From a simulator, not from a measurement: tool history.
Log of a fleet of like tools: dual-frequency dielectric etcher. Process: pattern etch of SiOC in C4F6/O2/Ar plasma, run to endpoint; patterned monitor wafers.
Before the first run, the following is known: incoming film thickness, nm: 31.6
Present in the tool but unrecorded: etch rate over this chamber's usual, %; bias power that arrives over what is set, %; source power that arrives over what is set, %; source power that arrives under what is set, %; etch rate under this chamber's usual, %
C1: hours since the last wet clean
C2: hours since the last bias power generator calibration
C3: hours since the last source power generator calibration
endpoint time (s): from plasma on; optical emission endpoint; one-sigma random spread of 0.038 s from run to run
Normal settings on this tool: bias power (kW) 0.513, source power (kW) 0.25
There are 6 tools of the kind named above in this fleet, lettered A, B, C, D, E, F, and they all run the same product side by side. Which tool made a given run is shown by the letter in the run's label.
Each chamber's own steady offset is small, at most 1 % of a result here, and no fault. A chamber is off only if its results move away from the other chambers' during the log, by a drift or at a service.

{"run": "1D", "day": 0.383, "bias power (kW)": 0.513, "source power (kW)": 0.25, "C1": 456.1, "C2": 2488.5, "C3": 501.9, "endpoint time (s)": 12.475}
{"run": "2F", "day": 0.996, "bias power (kW)": 0.513, "source power (kW)": 0.25, "C1": 102.3, "C2": 610.6, "C3": 1471.8, "endpoint time (s)": 12.518}
{"run": "3C", "day": 1.658, "bias power (kW)": 0.513, "source power (kW)": 0.25, "C1": 55, "C2": 2646.1, "C3": 1726.2, "endpoint time (s)": 12.418}
{"run": "4E", "day": 2.071, "bias power (kW)": 0.513, "source power (kW)": 0.25, "C1": 264.5, "C2": 1351.9, "C3": 753.9, "endpoint time (s)": 12.641}
{"run": "5B", "day": 2.375, "bias power (kW)": 0.513, "source power (kW)": 0.25, "C1": 453.3, "C2": 1383.3, "C3": 278.6, "endpoint time (s)": 12.515}
{"run": "6A", "day": 3.0, "bias power (kW)": 0.513, "source power (kW)": 0.25, "C1": 93.2, "C2": 228, "C3": 1537.4, "endpoint time (s)": 12.604}
{"day": 3.154, "done": "chamber B: wet clean of the chamber"}
{"run": "7F", "day": 3.567, "bias power (kW)": 0.391, "source power (kW)": 0.21, "C1": 164, "C2": 672.3, "C3": 1533.5, "endpoint time (s)": 14.813}
{"day": 3.946, "done": "chamber D: wet clean of the chamber"}
{"run": "8C", "day": 4.029, "bias power (kW)": 0.391, "source power (kW)": 0.21, "C1": 111.9, "C2": 2703, "C3": 1783.1, "endpoint time (s)": 14.704}
{"run": "9E", "day": 4.604, "bias power (kW)": 0.391, "source power (kW)": 0.21, "C1": 325.3, "C2": 1412.7, "C3": 814.7, "endpoint time (s)": 14.928}
{"run": "10B", "day": 4.958, "bias power (kW)": 0.391, "source power (kW)": 0.21, "C1": 43.4, "C2": 1445.3, "C3": 340.6, "endpoint time (s)": 14.82}
{"run": "11D", "day": 5.488, "bias power (kW)": 0.391, "source power (kW)": 0.21, "C1": 37, "C2": 2611, "C3": 624.4, "endpoint time (s)": 14.642}
{"run": "12A", "day": 5.808, "bias power (kW)": 0.391, "source power (kW)": 0.21, "C1": 160.6, "C2": 295.4, "C3": 1604.8, "endpoint time (s)": 14.94}
{"day": 5.975, "done": "chamber F: source power generator calibrated"}
{"run": "13E", "day": 6.404, "bias power (kW)": 0.513, "source power (kW)": 0.25, "C1": 368.5, "C2": 1455.9, "C3": 857.9, "endpoint time (s)": 12.605}
{"run": "14F", "day": 6.95, "bias power (kW)": 0.513, "source power (kW)": 0.25, "C1": 245.2, "C2": 753.5, "C3": 23.4, "endpoint time (s)": 12.513}
{"run": "15C", "day": 7.404, "bias power (kW)": 0.513, "source power (kW)": 0.25, "C1": 192.9, "C2": 2784, "C3": 1864.1, "endpoint time (s)": 12.428}
{"run": "16B", "day": 7.988, "bias power (kW)": 0.584, "source power (kW)": 0.29, "C1": 116.1, "C2": 1518, "C3": 413.3, "endpoint time (s)": 11.302}
{"run": "17A", "day": 8.333, "bias power (kW)": 0.584, "source power (kW)": 0.29, "C1": 221.2, "C2": 356, "C3": 1665.4, "endpoint time (s)": 11.379}
{"day": 8.804, "done": "chamber E: wet clean of the chamber"}
{"run": "18D", "day": 8.933, "bias power (kW)": 0.584, "source power (kW)": 0.29, "C1": 119.7, "C2": 2693.7, "C3": 707.1, "endpoint time (s)": 11.261}
{"run": "19F", "day": 9.308, "bias power (kW)": 0.584, "source power (kW)": 0.29, "C1": 301.8, "C2": 810.1, "C3": 80, "endpoint time (s)": 11.295}
{"run": "20B", "day": 9.604, "bias power (kW)": 0.584, "source power (kW)": 0.29, "C1": 154.9, "C2": 1556.8, "C3": 452.1, "endpoint time (s)": 11.279}
{"day": 10.229, "done": "chamber F: wet clean of the chamber"}
{"run": "21D", "day": 10.267, "bias power (kW)": 0.584, "source power (kW)": 0.29, "C1": 151.7, "C2": 2725.7, "C3": 739.1, "endpoint time (s)": 11.244}
{"run": "22C", "day": 10.788, "bias power (kW)": 0.611, "source power (kW)": 0.31, "C1": 274.1, "C2": 2865.2, "C3": 1945.3, "endpoint time (s)": 10.795}
{"run": "23A", "day": 11.279, "bias power (kW)": 0.611, "source power (kW)": 0.31, "C1": 291.9, "C2": 426.7, "C3": 1736.1, "endpoint time (s)": 10.871}
{"run": "24E", "day": 11.638, "bias power (kW)": 0.611, "source power (kW)": 0.31, "C1": 68, "C2": 1581.5, "C3": 983.5, "endpoint time (s)": 11.126}
{"run": "25C", "day": 12.033, "bias power (kW)": 0.611, "source power (kW)": 0.31, "C1": 304, "C2": 2895.1, "C3": 1975.2, "endpoint time (s)": 10.817}
{"run": "26D", "day": 12.375, "bias power (kW)": 0.611, "source power (kW)": 0.31, "C1": 202.3, "C2": 2776.3, "C3": 789.7, "endpoint time (s)": 10.816}
{"run": "27B", "day": 12.846, "bias power (kW)": 0.611, "source power (kW)": 0.31, "C1": 232.7, "C2": 1634.6, "C3": 529.9, "endpoint time (s)": 10.775}
{"run": "28A", "day": 13.354, "bias power (kW)": 0.513, "source power (kW)": 0.25, "C1": 341.7, "C2": 476.5, "C3": 1785.9, "endpoint time (s)": 12.569}
{"run": "29F", "day": 13.975, "bias power (kW)": 0.625, "source power (kW)": 0.28, "C1": 89.9, "C2": 922.1, "C3": 192, "endpoint time (s)": 11.122}
{"day": 14.25, "done": "chamber A: wet clean of the chamber"}
{"run": "30E", "day": 14.304, "bias power (kW)": 0.625, "source power (kW)": 0.28, "C1": 132, "C2": 1645.5, "C3": 1047.5, "endpoint time (s)": 11.397}
{"run": "31E", "day": 14.671, "bias power (kW)": 0.625, "source power (kW)": 0.28, "C1": 140.8, "C2": 1654.3, "C3": 1056.3, "endpoint time (s)": 11.418}
{"run": "32F", "day": 15.142, "bias power (kW)": 0.625, "source power (kW)": 0.28, "C1": 117.9, "C2": 950.1, "C3": 220, "endpoint time (s)": 11.145}
{"run": "33C", "day": 15.446, "bias power (kW)": 0.625, "source power (kW)": 0.28, "C1": 385.9, "C2": 2977, "C3": 2057.1, "endpoint time (s)": 11.09}
{"run": "34B", "day": 16.079, "bias power (kW)": 0.625, "source power (kW)": 0.28, "C1": 310.3, "C2": 1712.2, "C3": 607.5, "endpoint time (s)": 11.156}
{"run": "35A", "day": 16.538, "bias power (kW)": 0.513, "source power (kW)": 0.25, "C1": 55, "C2": 552.9, "C3": 1862.3, "endpoint time (s)": 12.611}
{"run": "36D", "day": 16.904, "bias power (kW)": 0.513, "source power (kW)": 0.25, "C1": 311, "C2": 2885, "C3": 898.4, "endpoint time (s)": 12.448}
{"run": "37D", "day": 17.321, "bias power (kW)": 0.513, "source power (kW)": 0.25, "C1": 321, "C2": 2895, "C3": 908.4, "endpoint time (s)": 12.496}
{"run": "38F", "day": 17.85, "bias power (kW)": 0.513, "source power (kW)": 0.25, "C1": 182.9, "C2": 1015.1, "C3": 285, "endpoint time (s)": 12.573}
{"run": "39C", "day": 18.396, "bias power (kW)": 0.513, "source power (kW)": 0.25, "C1": 456.7, "C2": 3047.8, "C3": 2127.9, "endpoint time (s)": 12.452}
{"run": "40E", "day": 18.904, "bias power (kW)": 0.513, "source power (kW)": 0.25, "C1": 242.4, "C2": 1755.9, "C3": 1157.9, "endpoint time (s)": 12.853}

The same settings go to every chamber for the next run, one line per chamber below. Forecast the results for each:
{"run": "41A", "day": 19.392, "bias power (kW)": 0.556, "source power (kW)": 0.25, "endpoint time (s)": "?"}
{"run": "41B", "day": 19.392, "bias power (kW)": 0.556, "source power (kW)": 0.25, "endpoint time (s)": "?"}
{"run": "41C", "day": 19.392, "bias power (kW)": 0.556, "source power (kW)": 0.25, "endpoint time (s)": "?"}
{"run": "41D", "day": 19.392, "bias power (kW)": 0.556, "source power (kW)": 0.25, "endpoint time (s)": "?"}
{"run": "41E", "day": 19.392, "bias power (kW)": 0.556, "source power (kW)": 0.25, "endpoint time (s)": "?"}
{"run": "41F", "day": 19.392, "bias power (kW)": 0.556, "source power (kW)": 0.25, "endpoint time (s)": "?"}

run=41A endpoint_time_(s)=12.183
run=41B endpoint_time_(s)=12.171
run=41C endpoint_time_(s)=12.042
run=41D endpoint_time_(s)=12.125
run=41E endpoint_time_(s)=12.468
run=41F endpoint_time_(s)=12.163
